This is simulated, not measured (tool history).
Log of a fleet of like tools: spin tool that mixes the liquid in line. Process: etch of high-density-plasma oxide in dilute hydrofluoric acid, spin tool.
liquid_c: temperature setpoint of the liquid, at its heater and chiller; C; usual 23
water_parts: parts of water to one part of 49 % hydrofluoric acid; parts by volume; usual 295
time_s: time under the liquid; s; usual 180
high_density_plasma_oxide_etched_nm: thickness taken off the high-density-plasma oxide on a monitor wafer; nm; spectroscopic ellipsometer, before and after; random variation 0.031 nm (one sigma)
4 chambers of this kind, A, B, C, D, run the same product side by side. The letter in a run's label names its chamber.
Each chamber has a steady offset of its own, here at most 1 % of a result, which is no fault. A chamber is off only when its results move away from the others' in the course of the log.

run   hour  liquid_c  water_parts  time_s  read-back film thickness of the high-density-plasma oxide reference wafer, read on the same gauge (nm)  high_density_plasma_oxide_etched_nm
       7.7  -- chamber A: hydrofluoric acid flow meter replaced
 1A   10.8        23          295     180                                                                                                  80.029                               2.8165
 2B   19.4        23          295     180                                                                                                  79.978                               2.8808
 3D   25.5        23          295     180                                                                                                  80.026                               2.8873
 4C   33.2        23          295     180                                                                                                  80.034                               2.8489
 5A   41.2        23          295     180                                                                                                      80                               2.8642
 6B   51.9        23          295     180                                                                                                  79.995                               2.8568
      58.8  -- chamber C: hydrofluoric acid flow meter replaced
 7C   61.1        23          295     180                                                                                                  79.993                               2.8703
 8D   68.6        20          180     180                                                                                                  80.021                               4.7399
 9C     78        20          180     180                                                                                                   80.02                               4.7025
10D   89.2        20          180     180                                                                                                  79.947                               4.7899
11A  101.8        20          180     180                                                                                                  79.966                               4.6697
12B  108.4        23          295     225                                                                                                  79.963                               3.6117
13C  115.1        23          295     225                                                                                                  79.992                               3.6438
14A  121.4        23          295     225                                                                                                  79.916                               3.5629
15B  129.2        23          295     225                                                                                                  80.022                               3.6134
       134  -- chamber D: thermometer replaced
16D  137.4        23          295     180                                                                                                   80.01                               3.0033
17B  147.4        23          295     180                                                                                                  80.024                               2.9013
18A    159        23          295     180                                                                                                  80.016                               2.9009
19D  169.7        23          295     180                                                                                                  79.993                               2.9952
20C  176.5        19          295     240                                                                                                  79.965                               3.2757
21A  186.9        19          295     240                                                                                                   80.02                               3.2733
22C  199.5        19          295     240                                                                                                  79.982                               3.2776
23D  212.3        19          295     240                                                                                                  80.051                               3.6552
24B  225.4        23          295     180                                                                                                  79.962                               2.9094
25A  231.3        23          295     180                                                                                                  80.038                               2.8916
26D  239.9        23          295     180                                                                                                  79.994                               3.1087

All 4 chambers run these settings next. Forecast each chamber's results:
27A  249.6        26          295     180                                                                                                                                            ?
27B  249.6        26          295     180                                                                                                                                            ?
27C  249.6        26          295     180                                                                                                                                            ?
27D  249.6        26          295     180                                                                                                                                            ?

run  high_density_plasma_oxide_etched_nm
27A                               3.2081
27B                               3.2908
27C                               3.2587
27D                               3.4849

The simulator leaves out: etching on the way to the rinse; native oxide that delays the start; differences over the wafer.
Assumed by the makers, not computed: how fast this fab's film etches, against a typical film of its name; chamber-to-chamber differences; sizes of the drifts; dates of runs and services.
